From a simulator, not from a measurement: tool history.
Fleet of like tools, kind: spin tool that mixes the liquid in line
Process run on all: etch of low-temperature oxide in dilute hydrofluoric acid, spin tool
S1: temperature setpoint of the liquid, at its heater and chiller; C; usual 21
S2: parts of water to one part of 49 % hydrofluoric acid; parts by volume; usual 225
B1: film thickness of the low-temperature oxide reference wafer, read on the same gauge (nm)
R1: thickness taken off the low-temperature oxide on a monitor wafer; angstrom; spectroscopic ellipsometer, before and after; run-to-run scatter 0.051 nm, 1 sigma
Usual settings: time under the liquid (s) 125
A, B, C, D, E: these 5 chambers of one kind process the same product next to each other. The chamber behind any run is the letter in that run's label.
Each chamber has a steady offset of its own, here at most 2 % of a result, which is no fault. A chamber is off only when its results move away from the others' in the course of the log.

{"run": "1A", "hour": 8.3, "S1": 21, "S2": 225, "time under the liquid (s)": 125, "B1": 90.028, "R1": 70.805}
{"run": "2B", "hour": 20.6, "S1": 21, "S2": 225, "time under the liquid (s)": 125, "B1": 89.98, "R1": 70.86}
{"run": "3C", "hour": 28.1, "S1": 21, "S2": 225, "time under the liquid (s)": 125, "B1": 90.008, "R1": 71.682}
{"run": "4E", "hour": 34.0, "S1": 21, "S2": 225, "time under the liquid (s)": 125, "B1": 89.994, "R1": 70.757}
{"run": "5D", "hour": 42.2, "S1": 21, "S2": 225, "time under the liquid (s)": 125, "B1": 90.017, "R1": 70.469}
{"run": "6E", "hour": 55.4, "S1": 21, "S2": 225, "time under the liquid (s)": 125, "B1": 90.014, "R1": 70.49}
{"run": "7B", "hour": 67.2, "S1": 21, "S2": 225, "time under the liquid (s)": 125, "B1": 89.987, "R1": 70.72}
{"run": "8C", "hour": 76.5, "S1": 21, "S2": 225, "time under the liquid (s)": 125, "B1": 90.038, "R1": 70.908}
{"hour": 84.4, "done": "chamber E: hydrofluoric acid flow meter replaced"}
{"run": "9A", "hour": 87.6, "S1": 21, "S2": 175, "time under the liquid (s)": 125, "B1": 89.998, "R1": 96.064}
{"hour": 89.7, "done": "chamber B: hydrofluoric acid flow meter replaced"}
{"run": "10D", "hour": 99.3, "S1": 21, "S2": 175, "time under the liquid (s)": 125, "B1": 89.988, "R1": 95.563}
{"run": "11C", "hour": 110.8, "S1": 21, "S2": 175, "time under the liquid (s)": 125, "B1": 90.033, "R1": 96.475}
{"run": "12B", "hour": 117.4, "S1": 21, "S2": 175, "time under the liquid (s)": 125, "B1": 89.994, "R1": 96.425}
{"run": "13D", "hour": 129.3, "S1": 21, "S2": 175, "time under the liquid (s)": 125, "B1": 90.011, "R1": 94.504}
{"run": "14E", "hour": 139.9, "S1": 21, "S2": 225, "time under the liquid (s)": 125, "B1": 89.991, "R1": 70.209}
{"hour": 140.2, "done": "chamber C: hydrofluoric acid flow meter replaced"}
{"run": "15A", "hour": 148.4, "S1": 21, "S2": 225, "time under the liquid (s)": 125, "B1": 90.01, "R1": 70.419}
{"run": "16E", "hour": 160.9, "S1": 21, "S2": 225, "time under the liquid (s)": 125, "B1": 90.004, "R1": 70.426}
{"run": "17B", "hour": 171.0, "S1": 21, "S2": 225, "time under the liquid (s)": 125, "B1": 90.003, "R1": 71.039}
{"run": "18C", "hour": 181.8, "S1": 21, "S2": 225, "time under the liquid (s)": 125, "B1": 89.972, "R1": 71.76}
{"run": "19A", "hour": 189.1, "S1": 21, "S2": 225, "time under the liquid (s)": 125, "B1": 89.994, "R1": 70.194}
{"run": "20D", "hour": 202.6, "S1": 21, "S2": 225, "time under the liquid (s)": 125, "B1": 90.002, "R1": 69.146}
{"run": "21E", "hour": 209.2, "S1": 21, "S2": 225, "time under the liquid (s)": 125, "B1": 90.007, "R1": 70.543}
{"run": "22A", "hour": 221.9, "S1": 21, "S2": 225, "time under the liquid (s)": 125, "B1": 90.008, "R1": 70.68}
{"run": "23B", "hour": 230.3, "S1": 21, "S2": 225, "time under the liquid (s)": 125, "B1": 89.985, "R1": 71.276}
{"run": "24D", "hour": 242.9, "S1": 21, "S2": 225, "time under the liquid (s)": 125, "B1": 90.014, "R1": 67.933}
{"run": "25C", "hour": 253.4, "S1": 21, "S2": 225, "time under the liquid (s)": 125, "B1": 89.994, "R1": 71.929}
{"run": "26B", "hour": 263.6, "S1": 21, "S2": 225, "time under the liquid (s)": 125, "B1": 89.991, "R1": 70.413}
{"run": "27A", "hour": 274.6, "S1": 21, "S2": 225, "time under the liquid (s)": 125, "B1": 89.983, "R1": 70.334}
{"run": "28D", "hour": 285.9, "S1": 21, "S2": 145, "time under the liquid (s)": 125, "B1": 89.96, "R1": 114}
{"run": "29E", "hour": 299.2, "S1": 21, "S2": 145, "time under the liquid (s)": 125, "B1": 89.975, "R1": 121.18}
{"run": "30C", "hour": 308.2, "S1": 21, "S2": 145, "time under the liquid (s)": 125, "B1": 89.996, "R1": 119.01}
{"run": "31B", "hour": 319.4, "S1": 21, "S2": 145, "time under the liquid (s)": 125, "B1": 90.025, "R1": 121.44}
{"run": "32D", "hour": 327.1, "S1": 21, "S2": 145, "time under the liquid (s)": 125, "B1": 89.987, "R1": 114.78}
{"run": "33C", "hour": 337.3, "S1": 21, "S2": 225, "time under the liquid (s)": 125, "B1": 89.982, "R1": 72.339}
{"hour": 339.6, "done": "chamber C: thermometer replaced"}
{"run": "34E", "hour": 347.8, "S1": 21, "S2": 225, "time under the liquid (s)": 125, "B1": 90.019, "R1": 70.991}
{"run": "35A", "hour": 356.8, "S1": 21, "S2": 225, "time under the liquid (s)": 125, "B1": 90.013, "R1": 70.012}
{"run": "36A", "hour": 368.7, "S1": 21, "S2": 225, "time under the liquid (s)": 125, "B1": 89.997, "R1": 71.519}
{"run": "37D", "hour": 379.7, "S1": 21, "S2": 225, "time under the liquid (s)": 125, "B1": 89.983, "R1": 67.119}
{"run": "38B", "hour": 388.1, "S1": 21, "S2": 225, "time under the liquid (s)": 125, "B1": 89.993, "R1": 71.836}
{"run": "39C", "hour": 395.2, "S1": 21, "S2": 225, "time under the liquid (s)": 125, "B1": 89.976, "R1": 72.124}
{"run": "40E", "hour": 403.4, "S1": 21, "S2": 225, "time under the liquid (s)": 125, "B1": 89.995, "R1": 70.157}
{"run": "41B", "hour": 411.1, "S1": 21, "S2": 225, "time under the liquid (s)": 125, "B1": 89.986, "R1": 71.989}
{"run": "42E", "hour": 421.0, "S1": 21, "S2": 225, "time under the liquid (s)": 125, "B1": 89.975, "R1": 70.163}
{"run": "43A", "hour": 431.2, "S1": 19, "S2": 225, "time under the liquid (s)": 125, "B1": 89.985, "R1": 65.853}
{"hour": 435.5, "done": "chamber D: thermometer replaced"}
{"run": "44D", "hour": 441.9, "S1": 19, "S2": 225, "time under the liquid (s)": 125, "B1": 90.002, "R1": 60.005}

Which is it: a chamber that has drifted or been left off by a service, a gauge drift common to all chambers, or only each chamber's usual small offset? If a chamber is off, name it and its likeliest cause.

One chamber, D, drifts off from the rest bit by bit.
Cause: hydrofluoric acid flow below the setpoint (%) = 5.7.

Below are 4 candidate recipes for chamber D's next run, each the usual settings with a change, their results shown as question marks. Which of them brings D's results back in line with what the other chambers give on the usual settings?
Maximum distance from the other chambers' mean on the usual settings for a result to count as in line: R1 1.8 angstrom
{"run": "45D-1", "hour": 451.7, "S1": 21, "S2": 240, "time under the liquid (s)": 125, "R1": "?"}
{"run": "45D-2", "hour": 451.7, "S1": 23.5, "S2": 225, "time under the liquid (s)": 125, "R1": "?"}
{"run": "45D-3", "hour": 451.7, "S1": 21, "S2": 240, "time under the liquid (s)": 115, "R1": "?"}
{"run": "45D-4", "hour": 451.7, "S1": 25, "S2": 225, "time under the liquid (s)": 125, "R1": "?"}

The other chambers' mean on the usual settings: R1 71.141 angstrom
run=45D-1 R1=60.676
run=45D-2 R1=72.12
run=45D-3 R1=55.822
run=45D-4 R1=76.142
The answer is 45D-2, which returns the chamber to within the allowed miss of the others.
